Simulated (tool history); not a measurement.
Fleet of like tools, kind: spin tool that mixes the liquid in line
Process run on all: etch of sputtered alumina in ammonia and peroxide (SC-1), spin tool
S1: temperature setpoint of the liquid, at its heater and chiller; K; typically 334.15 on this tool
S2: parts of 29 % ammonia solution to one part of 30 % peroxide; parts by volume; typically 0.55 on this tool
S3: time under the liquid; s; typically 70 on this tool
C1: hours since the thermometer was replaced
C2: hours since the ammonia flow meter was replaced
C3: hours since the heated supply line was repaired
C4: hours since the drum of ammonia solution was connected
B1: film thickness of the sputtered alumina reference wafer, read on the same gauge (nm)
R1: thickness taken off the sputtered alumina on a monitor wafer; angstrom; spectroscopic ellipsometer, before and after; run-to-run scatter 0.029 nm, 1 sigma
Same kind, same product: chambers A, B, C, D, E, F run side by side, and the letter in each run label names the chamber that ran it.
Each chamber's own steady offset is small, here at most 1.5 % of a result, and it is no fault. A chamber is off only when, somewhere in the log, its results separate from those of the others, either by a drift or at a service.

| run | hour | S1 | S2 | S3 | C1 | C2 | C3 | C4 | B1 | R1 |
|---|---|---|---|---|---|---|---|---|---|---|
| 1B | 9.1 | 334.15 | 0.55 | 70 | 1143.3 | 24.0 | 2038.6 | 185.5 | 90.008 | 50.018 |
| 2D | 18.9 | 334.15 | 0.55 | 70 | 1311.5 | 481.3 | 740.0 | 185.9 | 90.002 | 50.384 |
| 3A | 29.2 | 334.15 | 0.55 | 70 | 125.4 | 560.6 | 811.5 | 998.0 | 89.996 | 49.925 |
| 4E | 35.3 | 334.15 | 0.55 | 70 | 1546.7 | 459.9 | 310.3 | 284.9 | 90.001 | 50.888 |
| 5F | 41.5 | 334.15 | 0.55 | 70 | 1466.7 | 1673.1 | 567.2 | 413.5 | 89.994 | 50.258 |
|  | 45.3 | chamber F: thermometer replaced |
| 6C | 49.9 | 334.15 | 0.55 | 70 | 1566.3 | 1207.8 | 293.9 | 576.5 | 89.962 | 50.508 |
| 7F | 60.7 | 334.15 | 0.55 | 70 | 15.5 | 1692.3 | 586.4 | 432.7 | 90.016 | 50.503 |
|  | 61.4 | chamber D: heated supply line repaired |
| 8A | 71.2 | 334.15 | 0.55 | 70 | 167.4 | 602.6 | 853.5 | 1040.0 | 89.994 | 49.873 |
| 9C | 81.7 | 334.15 | 0.55 | 70 | 1598.1 | 1239.6 | 325.7 | 608.3 | 89.998 | 50.280 |
| 10D | 91.8 | 334.15 | 0.55 | 70 | 1384.4 | 554.2 | 30.4 | 258.8 | 90.005 | 50.062 |
|  | 97.7 | chamber B: new drum of ammonia solution connected |
| 11B | 99.9 | 334.15 | 0.55 | 70 | 1234.1 | 114.8 | 2129.4 | 2.2 | 89.985 | 50.284 |
| 12E | 109.2 | 334.15 | 0.55 | 70 | 1620.6 | 533.8 | 384.2 | 358.8 | 89.989 | 50.254 |
|  | 111.8 | chamber C: new drum of ammonia solution connected |
| 13A | 116.9 | 334.15 | 0.55 | 70 | 213.1 | 648.3 | 899.2 | 1085.7 | 90.011 | 49.890 |
|  | 117.5 | chamber A: new drum of ammonia solution connected |
| 14B | 126.8 | 334.15 | 0.55 | 70 | 1261.0 | 141.7 | 2156.3 | 29.1 | 90.003 | 49.772 |
| 15C | 134.3 | 340.65 | 0.80 | 70 | 1650.7 | 1292.2 | 378.3 | 22.6 | 89.978 | 72.291 |
| 16D | 142.4 | 340.65 | 0.80 | 70 | 1435.0 | 604.8 | 81.0 | 309.4 | 90.018 | 72.299 |
|  | 147.3 | chamber A: ammonia flow meter replaced |
| 17F | 151.4 | 340.65 | 0.80 | 70 | 106.2 | 1783.0 | 677.1 | 523.4 | 89.981 | 72.991 |
| 18E | 159.3 | 340.65 | 0.80 | 70 | 1670.7 | 583.9 | 434.3 | 408.9 | 90.001 | 71.432 |
| 19E | 167.0 | 340.65 | 0.80 | 70 | 1678.4 | 591.6 | 442.0 | 416.6 | 90.001 | 71.271 |
|  | 170.7 | chamber E: new drum of ammonia solution connected |
| 20B | 177.7 | 340.65 | 0.80 | 70 | 1311.9 | 192.6 | 2207.2 | 80.0 | 89.995 | 72.040 |
| 21F | 187.1 | 334.15 | 0.55 | 70 | 141.9 | 1818.7 | 712.8 | 559.1 | 89.982 | 50.447 |
| 22A | 192.1 | 334.15 | 0.55 | 70 | 288.3 | 44.9 | 974.4 | 74.6 | 89.988 | 49.720 |
| 23C | 200.7 | 334.15 | 0.55 | 70 | 1717.1 | 1358.6 | 444.7 | 89.0 | 89.991 | 50.478 |
|  | 206.8 | chamber C: ammonia flow meter replaced |
| 24D | 211.5 | 334.15 | 0.55 | 70 | 1504.1 | 673.9 | 150.1 | 378.5 | 90.000 | 49.480 |
| 25F | 217.3 | 334.15 | 0.55 | 70 | 172.1 | 1848.9 | 743.0 | 589.3 | 89.996 | 50.631 |
| 26B | 225.6 | 334.15 | 0.30 | 50 | 1359.8 | 240.5 | 2255.1 | 127.9 | 89.985 | 34.307 |
| 27D | 231.7 | 334.15 | 0.30 | 50 | 1524.3 | 694.1 | 170.3 | 398.7 | 90.029 | 33.948 |
|  | 233.7 | chamber F: new drum of ammonia solution connected |
|  | 235.6 | chamber F: ammonia flow meter replaced |
| 28C | 237.1 | 334.15 | 0.30 | 50 | 1753.5 | 30.4 | 481.1 | 125.4 | 90.015 | 34.114 |
| 29E | 244.9 | 334.15 | 0.30 | 50 | 1756.3 | 669.5 | 519.9 | 74.3 | 90.011 | 33.978 |
| 30A | 254.1 | 334.15 | 0.30 | 50 | 350.3 | 106.9 | 1036.4 | 136.6 | 90.008 | 33.321 |
| 31D | 263.6 | 334.15 | 0.30 | 50 | 1556.2 | 726.0 | 202.2 | 430.6 | 90.023 | 34.181 |
| 32F | 273.3 | 341.15 | 0.55 | 70 | 228.1 | 37.7 | 799.0 | 39.7 | 90.010 | 72.683 |
|  | 279.2 | chamber E: heated supply line repaired |
| 33C | 284.2 | 341.15 | 0.55 | 70 | 1800.6 | 77.5 | 528.2 | 172.5 | 90.012 | 71.512 |
| 34A | 289.6 | 341.15 | 0.55 | 70 | 385.8 | 142.4 | 1071.9 | 172.1 | 90.005 | 71.022 |
| 35B | 299.4 | 341.15 | 0.55 | 70 | 1433.6 | 314.3 | 2328.9 | 201.7 | 90.001 | 70.511 |
| 36E | 306.0 | 341.15 | 0.55 | 70 | 1817.4 | 730.6 | 26.8 | 135.4 | 90.000 | 70.769 |
| 37F | 310.9 | 341.15 | 0.55 | 70 | 265.7 | 75.3 | 836.6 | 77.3 | 89.999 | 71.216 |
| 38C | 318.0 | 334.15 | 0.55 | 70 | 1834.4 | 111.3 | 562.0 | 206.3 | 89.997 | 50.158 |
| 39A | 325.7 | 334.15 | 0.55 | 70 | 421.9 | 178.5 | 1108.0 | 208.2 | 89.989 | 49.962 |
| 40D | 332.2 | 334.15 | 0.35 | 50 | 1624.8 | 794.6 | 270.8 | 499.2 | 89.985 | 34.341 |
| 41E | 338.7 | 334.15 | 0.35 | 50 | 1850.1 | 763.3 | 59.5 | 168.1 | 90.001 | 34.246 |
| 42B | 344.1 | 334.15 | 0.35 | 50 | 1478.3 | 359.0 | 2373.6 | 246.4 | 90.014 | 34.520 |
| 43F | 355.1 | 334.15 | 0.35 | 50 | 309.9 | 119.5 | 880.8 | 121.5 | 90.018 | 34.147 |

Which is it: a chamber that has drifted or been left off by a service, a gauge drift common to all chambers, or only each chamber's usual small offset? If a chamber is off, name it and its likeliest cause.

All chambers stay in line apart from their small fixed offsets, and the gauge does not drift.
